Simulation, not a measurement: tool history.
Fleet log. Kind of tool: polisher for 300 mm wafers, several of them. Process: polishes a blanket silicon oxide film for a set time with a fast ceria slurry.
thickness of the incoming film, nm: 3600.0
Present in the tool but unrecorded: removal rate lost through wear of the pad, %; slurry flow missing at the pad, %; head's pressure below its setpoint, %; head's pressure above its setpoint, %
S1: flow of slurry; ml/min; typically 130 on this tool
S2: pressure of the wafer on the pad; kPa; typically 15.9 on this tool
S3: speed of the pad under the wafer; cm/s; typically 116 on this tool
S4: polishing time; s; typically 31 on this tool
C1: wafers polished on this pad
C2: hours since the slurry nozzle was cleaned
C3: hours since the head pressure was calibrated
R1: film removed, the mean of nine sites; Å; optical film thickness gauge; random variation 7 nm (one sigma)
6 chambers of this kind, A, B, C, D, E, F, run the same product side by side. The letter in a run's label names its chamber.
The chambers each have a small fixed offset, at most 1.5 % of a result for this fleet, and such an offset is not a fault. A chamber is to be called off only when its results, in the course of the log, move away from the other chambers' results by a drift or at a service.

-- day=0.125 chamber C: worn pad replaced by a new one
run 1D day=0.129 | S1=130 S2=15.9 S3=116 S4=31 | C1=691 C2=28.0 C3=209.5 | R1=5618.0
-- day=0.133 chamber E: worn pad replaced by a new one
run 2E day=0.321 | S1=130 S2=15.9 S3=116 S4=31 | C1=60 C2=13.4 C3=496.4 | R1=5462.1
run 3F day=0.467 | S1=130 S2=15.9 S3=116 S4=31 | C1=655 C2=218.8 C3=566.2 | R1=5548.9
-- day=0.608 chamber B: worn pad replaced by a new one
-- day=0.629 chamber D: worn pad replaced by a new one
run 4C day=0.679 | S1=130 S2=15.9 S3=116 S4=31 | C1=179 C2=305.3 C3=247.7 | R1=5507.4
run 5A day=0.850 | S1=130 S2=15.9 S3=116 S4=31 | C1=921 C2=160.0 C3=333.6 | R1=5743.6
run 6B day=1.054 | S1=130 S2=15.9 S3=116 S4=31 | C1=144 C2=330.4 C3=617.5 | R1=5730.6
run 7A day=1.204 | S1=130 S2=15.9 S3=116 S4=31 | C1=1036 C2=168.5 C3=342.1 | R1=5446.0
run 8D day=1.362 | S1=130 S2=15.9 S3=116 S4=31 | C1=237 C2=57.6 C3=239.1 | R1=5659.0
run 9E day=1.488 | S1=130 S2=15.9 S3=116 S4=31 | C1=438 C2=41.4 C3=524.4 | R1=5494.3
run 10F day=1.654 | S1=130 S2=15.9 S3=116 S4=31 | C1=1039 C2=247.3 C3=594.7 | R1=5566.5
run 11C day=1.883 | S1=130 S2=15.9 S3=116 S4=31 | C1=569 C2=334.2 C3=276.6 | R1=5565.2
-- day=1.971 chamber E: worn pad replaced by a new one
run 12B day=2.067 | S1=130 S2=15.9 S3=154 S4=31 | C1=472 C2=354.7 C3=641.8 | R1=7265.2
-- day=2.108 chamber B: slurry nozzle cleaned
run 13D day=2.196 | S1=130 S2=15.9 S3=154 S4=31 | C1=507 C2=77.6 C3=259.1 | R1=7458.9
run 14E day=2.350 | S1=130 S2=15.9 S3=154 S4=31 | C1=123 C2=62.1 C3=545.1 | R1=7406.9
-- day=2.483 chamber F: worn pad replaced by a new one
run 15F day=2.488 | S1=130 S2=15.9 S3=154 S4=31 | C1=2 C2=267.3 C3=614.7 | R1=7236.7
-- day=2.542 chamber A: worn pad replaced by a new one
run 16A day=2.617 | S1=130 S2=15.9 S3=154 S4=31 | C1=24 C2=202.4 C3=376.0 | R1=7381.0
-- day=2.725 chamber D: worn pad replaced by a new one
run 17B day=2.738 | S1=130 S2=15.9 S3=154 S4=31 | C1=689 C2=15.2 C3=657.9 | R1=7357.5
-- day=2.767 chamber B: worn pad replaced by a new one
run 18C day=2.971 | S1=130 S2=15.9 S3=86 S4=31 | C1=921 C2=360.3 C3=302.7 | R1=4138.9
run 19D day=3.096 | S1=130 S2=15.9 S3=86 S4=31 | C1=120 C2=99.2 C3=280.7 | R1=4154.9
run 20E day=3.292 | S1=130 S2=15.9 S3=86 S4=31 | C1=427 C2=84.7 C3=567.7 | R1=4147.1
run 21B day=3.396 | S1=130 S2=15.9 S3=86 S4=31 | C1=204 C2=31.0 C3=673.7 | R1=4179.9
run 22A day=3.521 | S1=130 S2=15.9 S3=86 S4=31 | C1=316 C2=224.1 C3=397.7 | R1=4006.8
run 23F day=3.688 | S1=130 S2=15.9 S3=86 S4=31 | C1=390 C2=296.1 C3=643.5 | R1=4021.7
run 24C day=3.846 | S1=130 S2=15.9 S3=116 S4=31 | C1=1204 C2=381.3 C3=323.7 | R1=5528.5
run 25A day=3.954 | S1=130 S2=15.9 S3=116 S4=31 | C1=456 C2=234.5 C3=408.1 | R1=5370.1
-- day=3.962 chamber E: worn pad replaced by a new one
run 26C day=4.133 | S1=130 S2=15.9 S3=116 S4=31 | C1=1297 C2=388.2 C3=330.6 | R1=5535.7
run 27D day=4.308 | S1=130 S2=15.9 S3=116 S4=31 | C1=512 C2=128.3 C3=309.8 | R1=5650.3
run 28B day=4.442 | S1=130 S2=17.9 S3=92 S4=31 | C1=542 C2=56.1 C3=698.8 | R1=5020.9
run 29E day=4.638 | S1=130 S2=17.9 S3=92 S4=31 | C1=219 C2=117.0 C3=600.0 | R1=4976.5
run 30F day=4.842 | S1=130 S2=17.9 S3=92 S4=31 | C1=763 C2=323.8 C3=671.2 | R1=5007.6
-- day=4.942 chamber C: worn pad replaced by a new one
-- day=4.967 chamber B: worn pad replaced by a new one
-- day=4.971 chamber D: worn pad replaced by a new one
run 31A day=5.029 | S1=130 S2=17.9 S3=92 S4=31 | C1=804 C2=260.3 C3=433.9 | R1=4813.1
run 32C day=5.158 | S1=130 S2=17.9 S3=92 S4=31 | C1=70 C2=412.8 C3=355.2 | R1=4992.8
-- day=5.250 chamber C: slurry nozzle cleaned
run 33D day=5.350 | S1=130 S2=17.9 S3=92 S4=31 | C1=123 C2=153.3 C3=334.8 | R1=4982.8
run 34E day=5.504 | S1=130 S2=15.9 S3=116 S4=31 | C1=499 C2=137.8 C3=620.8 | R1=5531.5
run 35F day=5.629 | S1=130 S2=15.9 S3=116 S4=31 | C1=1018 C2=342.7 C3=690.1 | R1=5507.6
run 36B day=5.842 | S1=130 S2=15.9 S3=116 S4=31 | C1=283 C2=89.7 C3=732.4 | R1=5473.7
run 37C day=5.942 | S1=130 S2=15.9 S3=116 S4=31 | C1=323 C2=16.6 C3=374.0 | R1=5503.9
run 38D day=6.104 | S1=130 S2=15.9 S3=116 S4=31 | C1=367 C2=171.4 C3=352.9 | R1=5588.3
run 39B day=6.217 | S1=130 S2=15.9 S3=116 S4=31 | C1=405 C2=98.7 C3=741.4 | R1=5537.1

What goes on in this fleet: one chamber off, a drifting gauge, or nothing beyond the chambers' own small offsets? Name the chamber and the cause, if any.

Little by little, chamber A moves away from the other chambers.
What lies behind it: head's pressure below its setpoint, % = 7.44.
The log might look much the same if the cause were instead: slurry flow missing at the pad, %.

Which of the 4 candidates below, each the usual settings with something changed and its results left as question marks, puts chamber A back in line with what the other chambers give on the usual settings?
Allowed miss from the other chambers' usual-settings mean, per result, to count as in line: R1 240.0 Å
run 40A-1 day=6.379 | S1=125 S2=15.9 S3=100 S4=31 | R1=?
run 40A-2 day=6.379 | S1=90 S2=15.9 S3=116 S4=31 | R1=?
run 40A-3 day=6.379 | S1=130 S2=15.9 S3=120 S4=32 | R1=?
run 40A-4 day=6.379 | S1=130 S2=17.2 S3=116 S4=33 | R1=?

On the usual settings, the other chambers give on average: R1 5541.0 Å
run=40A-1 R1=4442.2
run=40A-2 R1=4784.6
run=40A-3 R1=5561.6
run=40A-4 R1=6018.5
Change 40A-3 lands the chamber within the allowed miss of the other chambers.

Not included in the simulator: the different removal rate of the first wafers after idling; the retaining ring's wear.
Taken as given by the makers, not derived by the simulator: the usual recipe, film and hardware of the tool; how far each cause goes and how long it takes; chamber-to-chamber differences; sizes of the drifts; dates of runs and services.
